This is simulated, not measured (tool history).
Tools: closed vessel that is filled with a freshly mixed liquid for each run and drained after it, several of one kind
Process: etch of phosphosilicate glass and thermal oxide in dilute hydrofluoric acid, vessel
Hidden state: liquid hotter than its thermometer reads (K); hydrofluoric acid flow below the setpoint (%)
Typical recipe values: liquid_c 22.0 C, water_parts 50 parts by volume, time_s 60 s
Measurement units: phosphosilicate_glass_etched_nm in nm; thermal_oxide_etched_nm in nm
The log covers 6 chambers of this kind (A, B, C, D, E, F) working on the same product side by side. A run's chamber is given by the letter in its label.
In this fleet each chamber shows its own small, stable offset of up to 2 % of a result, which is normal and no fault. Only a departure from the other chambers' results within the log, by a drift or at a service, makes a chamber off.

run     day  liquid_c  water_parts  time_s  hours since the thermometer was replaced  hours since the hydrofluoric acid flow meter was replaced  read-back film thickness of the phosphosilicate glass reference wafer, read on the same gauge (nm)  read-back film thickness of the thermal oxide reference wafer, read on the same gauge (nm)  phosphosilicate_glass_etched_nm  thermal_oxide_etched_nm
 1F   0.500      22.0           50      60                                      31.9                                                      464.1                                                                                              29.981                                                                                      99.999                           97.627                   5.7402
 2A   0.771      22.0           50      60                                    1154.6                                                      157.7                                                                                              30.009                                                                                     100.010                          100.410                   5.5897
 3B   1.200      22.0           50      60                                     253.5                                                     1177.6                                                                                              29.991                                                                                     100.020                           99.241                   5.5990
 4D   1.525      22.0           50      60                                    2115.5                                                      438.1                                                                                              29.993                                                                                     100.020                           98.748                   5.5515
 5C   1.808      22.0           50      60                                     421.4                                                     1688.3                                                                                              30.036                                                                                      99.979                           99.058                   5.5616
 6E   2.246      22.0           50      60                                     243.2                                                      336.1                                                                                              30.003                                                                                     100.000                           96.926                   5.6481
 7A   2.492      22.0           50      60                                    1195.9                                                      199.0                                                                                              30.017                                                                                      99.998                          100.510                   5.5902
 8F   2.954      22.0           50      60                                      90.8                                                      523.0                                                                                              30.011                                                                                     100.010                           98.071                   5.7055
 9B   3.304      22.0           50      60                                     304.0                                                     1228.1                                                                                              30.009                                                                                     100.010                           98.216                   5.6092
10C   3.788      22.0           50      60                                     468.9                                                     1735.8                                                                                              29.976                                                                                     100.000                           98.539                   5.6230
11E   4.154      22.0           50      60                                     289.0                                                      381.9                                                                                              30.025                                                                                     100.010                           97.161                   5.6511
      4.217  -- chamber C: thermometer replaced
12D   4.475      22.0           50      60                                    2186.3                                                      508.9                                                                                              29.998                                                                                      99.998                           97.996                   5.6250
13C   4.896      22.0           50      60                                      16.3                                                     1762.4                                                                                              29.998                                                                                      99.985                           99.039                   5.6143
14D   5.433      22.0           50      60                                    2209.3                                                      531.9                                                                                              29.977                                                                                     100.010                           99.479                   5.5775
15F   5.729      22.0           50      60                                     157.4                                                      589.6                                                                                              30.027                                                                                      99.987                           97.219                   5.6607
16A   6.054      22.0           50      60                                    1281.4                                                      284.5                                                                                              30.030                                                                                      99.993                          100.680                   5.5709
17E   6.438      22.0           30      85                                     343.8                                                      436.7                                                                                              29.995                                                                                     100.000                          237.620                  13.6220
18B   6.962      22.0           30      85                                     391.8                                                     1315.9                                                                                              29.999                                                                                      99.977                          235.000                  13.5460
19D   7.438      22.0           30      85                                    2257.4                                                      580.0                                                                                              30.003                                                                                     100.010                          237.650                  13.2650
20B   7.988      22.0           30      85                                     416.4                                                     1340.5                                                                                              29.989                                                                                     100.030                          238.830                  13.6360
21F   8.292      22.0           30      85                                     218.9                                                      651.1                                                                                              30.011                                                                                     100.010                          236.770                  13.9560
22C   8.842      22.0           30      85                                     111.0                                                     1857.1                                                                                              29.991                                                                                     100.020                          239.110                  13.6360
23E   9.112      22.0           50      60                                     408.0                                                      500.9                                                                                              29.980                                                                                      99.999                           98.048                   5.6119
24A   9.417      22.0           50      60                                    1362.1                                                      365.2                                                                                              30.025                                                                                     100.020                          102.780                   5.5667
25E   9.750      20.0           50      60                                     423.3                                                      516.2                                                                                              30.026                                                                                      99.996                           89.948                   5.1857
26B  10.025      20.0           50      60                                     465.3                                                     1389.4                                                                                              29.997                                                                                     100.010                           91.378                   5.1785
27F  10.279      20.0           50      60                                     266.6                                                      698.8                                                                                              30.001                                                                                     100.010                           89.951                   5.2280
28D  10.546      20.0           50      60                                    2332.0                                                      654.6                                                                                              29.984                                                                                      99.976                           90.744                   5.1190
29C  10.796      20.0           50      60                                     157.9                                                     1904.0                                                                                              29.988                                                                                      99.986                           89.873                   5.1340
     10.958  -- chamber A: hydrofluoric acid flow meter replaced
30A  11.125      20.0           50      60                                    1403.1                                                        4.1                                                                                              29.991                                                                                      99.987                           92.580                   5.1199
31B  11.629      22.0           50      60                                     503.8                                                     1427.9                                                                                              30.004                                                                                      99.994                           98.115                   5.6388
32E  12.004      22.0           50      60                                     477.4                                                      570.3                                                                                              29.984                                                                                     100.020                           96.884                   5.6248
33C  12.500      22.0           50      60                                     198.8                                                     1944.9                                                                                              29.999                                                                                      99.990                           98.336                   5.6019
34A  12.954      18.0           50      80                                    1447.0                                                       48.0                                                                                              30.002                                                                                      99.999                          114.040                   6.2928
35D  13.225      18.0           50      80                                    2396.3                                                      718.9                                                                                              29.984                                                                                      99.999                          111.340                   6.2812
36F  13.604      18.0           50      80                                     346.4                                                      778.6                                                                                              29.987                                                                                      99.993                          111.190                   6.3961
37C  13.938      18.0           50      80                                     233.3                                                     1979.4                                                                                              30.025                                                                                      99.991                          108.550                   6.2980
38A  14.362      18.0           50      80                                    1480.8                                                       81.8                                                                                              30.012                                                                                     100.010                          111.780                   6.2790
39B  14.679      18.0           50      80                                     577.0                                                     1501.1                                                                                              29.997                                                                                      99.983                          110.560                   6.3474
40D  14.971      22.0           50      60                                    2438.2                                                      760.8                                                                                              30.003                                                                                     100.000                           98.703                   5.6001

Does one chamber stand apart from the rest, does the shared gauge drift, or is all well apart from small per-chamber offsets? Give the chamber and the most likely cause, where there is one.

The fleet is healthy, with each chamber sitting at its usual small offset and no drift in the gauge.
